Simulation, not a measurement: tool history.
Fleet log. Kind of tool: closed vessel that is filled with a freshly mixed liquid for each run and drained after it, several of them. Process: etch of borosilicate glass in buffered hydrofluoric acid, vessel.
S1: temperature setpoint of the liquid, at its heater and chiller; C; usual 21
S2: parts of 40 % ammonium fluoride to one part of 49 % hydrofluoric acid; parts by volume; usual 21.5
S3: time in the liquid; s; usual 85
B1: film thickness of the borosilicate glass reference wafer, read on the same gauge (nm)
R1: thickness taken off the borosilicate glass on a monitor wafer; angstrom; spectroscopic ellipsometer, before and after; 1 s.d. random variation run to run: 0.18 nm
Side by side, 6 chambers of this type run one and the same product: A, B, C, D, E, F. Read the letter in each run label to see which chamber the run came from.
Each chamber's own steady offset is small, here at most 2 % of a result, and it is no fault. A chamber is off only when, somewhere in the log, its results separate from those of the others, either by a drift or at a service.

run	hour	S1	S2	S3	B1	R1
1C	3.4	21	21.5	85	90.005	426.51
2D	9.2	21	21.5	85	90.05	435.91
3B	13.1	21	21.5	85	89.997	436.24
4F	16.1	21	21.5	85	89.994	435.85
5E	21.7	21	21.5	130	90.012	657.88
6A	24.3	21	21.5	130	89.984	650.12
7A	27.5	21	21.5	130	90.014	648.15
8F	33.4	21	21.5	130	90.04	665.04
# hour 37.7: chamber F: hydrofluoric acid flow meter replaced
9B	38.9	21	21.5	130	90.007	663.62
10E	42	21	21.5	130	89.974	657.7
11C	46.2	21	21.5	85	90.043	425.07
12D	49.2	17	21.5	105	89.999	430.19
13B	52	17	21.5	105	90	431.08
14F	57.1	17	21.5	105	90.014	429.51
15A	61.7	17	21.5	105	90.001	419.92
16C	66.6	17	21.5	105	90.006	423.61
17E	70.1	17	21.5	105	90.026	420.05
18D	74.3	21	21.5	85	90.047	435.44
19D	77.6	21	21.5	85	90.026	435.48
20E	82.3	21	21.5	85	90.032	431.57
21B	87.7	21	21.5	85	90.005	438.26
22A	91.5	21	21.5	85	89.946	422.23
23C	95.6	21	21.5	85	90.032	428.4
24F	98.7	21	21.5	85	90.058	432.96
25B	101.8	21	21.5	85	90.001	432.3
26A	107.3	21	21.5	85	90.04	422.4
27F	113.1	24.5	21.5	50	90.041	312.87
28C	116.2	24.5	21.5	50	90.004	307.47
29E	119	24.5	21.5	50	90.008	306.29
30D	121.8	24.5	21.5	50	90.012	309.96
31E	126	24.5	21.5	50	89.981	303.85
32A	130.4	24.5	21.5	50	89.975	297.37
33D	135.6	21	21.5	85	89.991	435.83
34B	140.1	21	21.5	85	90.066	432.55
# hour 143.9: chamber D: hydrofluoric acid flow meter replaced
35F	144.6	21	21.5	85	90.044	433.74
36C	148.8	21	21.5	125	89.965	634.59
37B	154.2	21	21.5	125	90.049	646
38A	159.4	21	21.5	125	89.984	610.98
# hour 161.5: chamber C: hydrofluoric acid flow meter replaced
39F	162.2	21	21.5	125	90.028	642.52
40D	165.8	21	21.5	125	89.962	640.06
# hour 167.9: chamber E: thermometer replaced
41E	171.1	21	21.5	125	89.959	629.93
42C	173.9	21	21.5	85	89.991	430.46
43C	177.7	21	21.5	85	89.943	431.89
44B	181.9	21	21.5	85	89.983	439.96

Each of the 6 chambers runs these same settings next. Fill in every chamber's results:
45A	186.1	17	21.5	85		?
45B	186.1	17	21.5	85		?
45C	186.1	17	21.5	85		?
45D	186.1	17	21.5	85		?
45E	186.1	17	21.5	85		?
45F	186.1	17	21.5	85		?

run	R1
45A	332.95
45B	348.48
45C	343.57
45D	348.09
45E	344.63
45F	347.64
